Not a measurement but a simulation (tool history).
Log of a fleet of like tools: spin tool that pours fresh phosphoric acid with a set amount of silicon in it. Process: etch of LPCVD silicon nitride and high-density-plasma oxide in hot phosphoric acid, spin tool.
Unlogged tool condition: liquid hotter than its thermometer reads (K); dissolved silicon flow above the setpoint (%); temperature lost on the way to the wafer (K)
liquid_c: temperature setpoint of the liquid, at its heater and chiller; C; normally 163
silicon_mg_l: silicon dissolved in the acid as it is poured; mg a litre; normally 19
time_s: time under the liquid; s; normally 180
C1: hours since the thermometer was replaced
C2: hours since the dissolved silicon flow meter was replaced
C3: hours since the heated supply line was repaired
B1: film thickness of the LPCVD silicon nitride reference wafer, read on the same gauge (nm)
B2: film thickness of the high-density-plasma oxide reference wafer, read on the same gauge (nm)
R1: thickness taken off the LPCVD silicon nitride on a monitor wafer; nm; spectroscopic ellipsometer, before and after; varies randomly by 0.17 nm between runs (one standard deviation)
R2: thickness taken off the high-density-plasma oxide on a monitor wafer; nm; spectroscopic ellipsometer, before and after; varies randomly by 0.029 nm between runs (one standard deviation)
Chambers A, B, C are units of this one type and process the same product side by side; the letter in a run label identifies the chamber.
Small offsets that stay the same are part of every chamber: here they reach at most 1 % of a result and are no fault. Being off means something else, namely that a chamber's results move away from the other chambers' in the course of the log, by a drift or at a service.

run 1A hour=15.3 | liquid_c=163 silicon_mg_l=19 time_s=180 | C1=41.2 C2=746.7 C3=267.2 | B1=40.009 B2=40.035 | R1=18.217 R2=0.64438
run 2C hour=24.4 | liquid_c=163 silicon_mg_l=19 time_s=180 | C1=1867.8 C2=616.5 C3=547.2 | B1=39.961 B2=40.01 | R1=18.443 R2=0.669
run 3B hour=37.1 | liquid_c=163 silicon_mg_l=19 time_s=180 | C1=255.5 C2=882 C3=662.2 | B1=40.011 B2=40 | R1=17.822 R2=0.60985
run 4C hour=53.1 | liquid_c=163 silicon_mg_l=19 time_s=180 | C1=1896.5 C2=645.2 C3=575.9 | B1=40.008 B2=39.998 | R1=18.149 R2=0.64089
run 5A hour=61.5 | liquid_c=163 silicon_mg_l=19 time_s=180 | C1=87.4 C2=792.9 C3=313.4 | B1=40.002 B2=39.954 | R1=17.884 R2=0.6159
run 6B hour=69 | liquid_c=163 silicon_mg_l=19 time_s=180 | C1=287.4 C2=913.9 C3=694.1 | B1=39.993 B2=39.981 | R1=18.059 R2=0.64927
run 7C hour=83.4 | liquid_c=163 silicon_mg_l=19 time_s=180 | C1=1926.8 C2=675.5 C3=606.2 | B1=40.018 B2=40.021 | R1=18.347 R2=0.64484
run 8A hour=95.7 | liquid_c=163 silicon_mg_l=19 time_s=180 | C1=121.6 C2=827.1 C3=347.6 | B1=40.008 B2=40.044 | R1=18.684 R2=0.70507
run 9B hour=110.3 | liquid_c=163 silicon_mg_l=19 time_s=180 | C1=328.7 C2=955.2 C3=735.4 | B1=40.036 B2=39.985 | R1=17.949 R2=0.59828
run 10B hour=125 | liquid_c=163 silicon_mg_l=19 time_s=180 | C1=343.4 C2=969.9 C3=750.1 | B1=39.993 B2=39.922 | R1=18.05 R2=0.64214
run 11C hour=136.3 | liquid_c=163 silicon_mg_l=19 time_s=180 | C1=1979.7 C2=728.4 C3=659.1 | B1=40.06 B2=39.964 | R1=17.906 R2=0.59558
run 12A hour=152.2 | liquid_c=160.5 silicon_mg_l=33.5 time_s=180 | C1=178.1 C2=883.6 C3=404.1 | B1=40.026 B2=40.028 | R1=16.841 R2=0.33386
run 13C hour=159.5 | liquid_c=160.5 silicon_mg_l=33.5 time_s=180 | C1=2002.9 C2=751.6 C3=682.3 | B1=39.999 B2=39.981 | R1=16.494 R2=0.31191
run 14A hour=170.1 | liquid_c=160.5 silicon_mg_l=33.5 time_s=180 | C1=196 C2=901.5 C3=422 | B1=40.009 B2=40.057 | R1=16.857 R2=0.31177
run 15B hour=180 | liquid_c=163 silicon_mg_l=19 time_s=180 | C1=398.4 C2=1024.9 C3=805.1 | B1=39.996 B2=39.997 | R1=18.13 R2=0.63349
-- hour=187.4 chamber A: dissolved silicon flow meter replaced
run 16A hour=196.2 | liquid_c=163 silicon_mg_l=19 time_s=180 | C1=222.1 C2=8.9 C3=448.1 | B1=40 B2=40.006 | R1=18.271 R2=0.64348
run 17B hour=211.4 | liquid_c=163 silicon_mg_l=19 time_s=180 | C1=429.8 C2=1056.3 C3=836.5 | B1=39.979 B2=40.003 | R1=17.885 R2=0.63641
run 18C hour=220.2 | liquid_c=163 silicon_mg_l=19 time_s=180 | C1=2063.6 C2=812.3 C3=743 | B1=40.018 B2=40.011 | R1=17.968 R2=0.6366
run 19B hour=230 | liquid_c=163 silicon_mg_l=19 time_s=180 | C1=448.4 C2=1074.9 C3=855.1 | B1=40.005 B2=39.992 | R1=18.332 R2=0.67322
run 20A hour=241.3 | liquid_c=163 silicon_mg_l=33.5 time_s=220 | C1=267.2 C2=54 C3=493.2 | B1=40.018 B2=39.952 | R1=22.178 R2=0.48623
run 21C hour=253.3 | liquid_c=163 silicon_mg_l=33.5 time_s=220 | C1=2096.7 C2=845.4 C3=776.1 | B1=40.001 B2=40.005 | R1=21.783 R2=0.43971
run 22C hour=267.8 | liquid_c=163 silicon_mg_l=33.5 time_s=220 | C1=2111.2 C2=859.9 C3=790.6 | B1=39.974 B2=40.01 | R1=21.717 R2=0.43753
run 23A hour=280.3 | liquid_c=163 silicon_mg_l=19 time_s=180 | C1=306.2 C2=93 C3=532.2 | B1=39.993 B2=40.002 | R1=18.261 R2=0.61705
run 24B hour=288.7 | liquid_c=163 silicon_mg_l=19 time_s=180 | C1=507.1 C2=1133.6 C3=913.8 | B1=40.011 B2=39.982 | R1=17.998 R2=0.66166
run 25C hour=303.2 | liquid_c=163 silicon_mg_l=19 time_s=215 | C1=2146.6 C2=895.3 C3=826 | B1=39.953 B2=39.995 | R1=21.014 R2=0.73622
run 26A hour=319.1 | liquid_c=163 silicon_mg_l=19 time_s=215 | C1=345 C2=131.8 C3=571 | B1=39.986 B2=39.996 | R1=21.631 R2=0.7469
run 27B hour=327.9 | liquid_c=163 silicon_mg_l=19 time_s=215 | C1=546.3 C2=1172.8 C3=953 | B1=39.982 B2=40.021 | R1=21.676 R2=0.75062
run 28B hour=335.1 | liquid_c=163 silicon_mg_l=19 time_s=180 | C1=553.5 C2=1180 C3=960.2 | B1=40.026 B2=39.98 | R1=17.834 R2=0.65225
run 29A hour=347.7 | liquid_c=163 silicon_mg_l=19 time_s=180 | C1=373.6 C2=160.4 C3=599.6 | B1=39.961 B2=39.972 | R1=18.303 R2=0.6746
-- hour=352.4 chamber C: dissolved silicon flow meter replaced
run 30C hour=355.7 | liquid_c=163 silicon_mg_l=19 time_s=180 | C1=2199.1 C2=3.3 C3=878.5 | B1=40.025 B2=40.012 | R1=17.571 R2=0.57402
run 31B hour=367 | liquid_c=163 silicon_mg_l=19 time_s=180 | C1=585.4 C2=1211.9 C3=992.1 | B1=40.003 B2=39.962 | R1=18.163 R2=0.59458
run 32A hour=381.4 | liquid_c=163 silicon_mg_l=19 time_s=180 | C1=407.3 C2=194.1 C3=633.3 | B1=39.971 B2=39.998 | R1=18.083 R2=0.65446
run 33C hour=389.2 | liquid_c=163 silicon_mg_l=19 time_s=180 | C1=2232.6 C2=36.8 C3=912 | B1=40.018 B2=39.985 | R1=17.234 R2=0.58023

Decide between three cases: one chamber stands off from its peers, the gauge reading all wafers drifts, or nothing is wrong past each chamber's small offset. Where a chamber is off, say which and what most likely put it there.

It is chamber C that slowly wanders off from its peers.
What lies behind it: temperature lost on the way to the wafer (K) = 1.61.
With only this log, it may be confused with: liquid colder than its thermometer reads (K).

Which of the 4 candidates below, each the usual settings with something changed and its results left as question marks, puts chamber C back in line with what the other chambers give on the usual settings?
In-line tolerance around the mean of the other chambers on the usual settings: R1 0.59 nm; R2 0.1 nm
run 34C-1 hour=400.8 | liquid_c=163.5 silicon_mg_l=14 time_s=195 | R1=? R2=?
run 34C-2 hour=400.8 | liquid_c=162.5 silicon_mg_l=24 time_s=165 | R1=? R2=?
run 34C-3 hour=400.8 | liquid_c=163 silicon_mg_l=16.5 time_s=190 | R1=? R2=?
run 34C-4 hour=400.8 | liquid_c=163 silicon_mg_l=21.5 time_s=170 | R1=? R2=?

Mean of the other chambers on the usual settings: R1 18.184 nm; R2 0.63893 nm
run=34C-1 R1=19.111 R2=0.72042
run=34C-2 R1=15.651 R2=0.42884
run=34C-3 R1=18.32 R2=0.63583
run=34C-4 R1=16.391 R2=0.49502
It is 34C-3 that realigns the chamber with its peers.
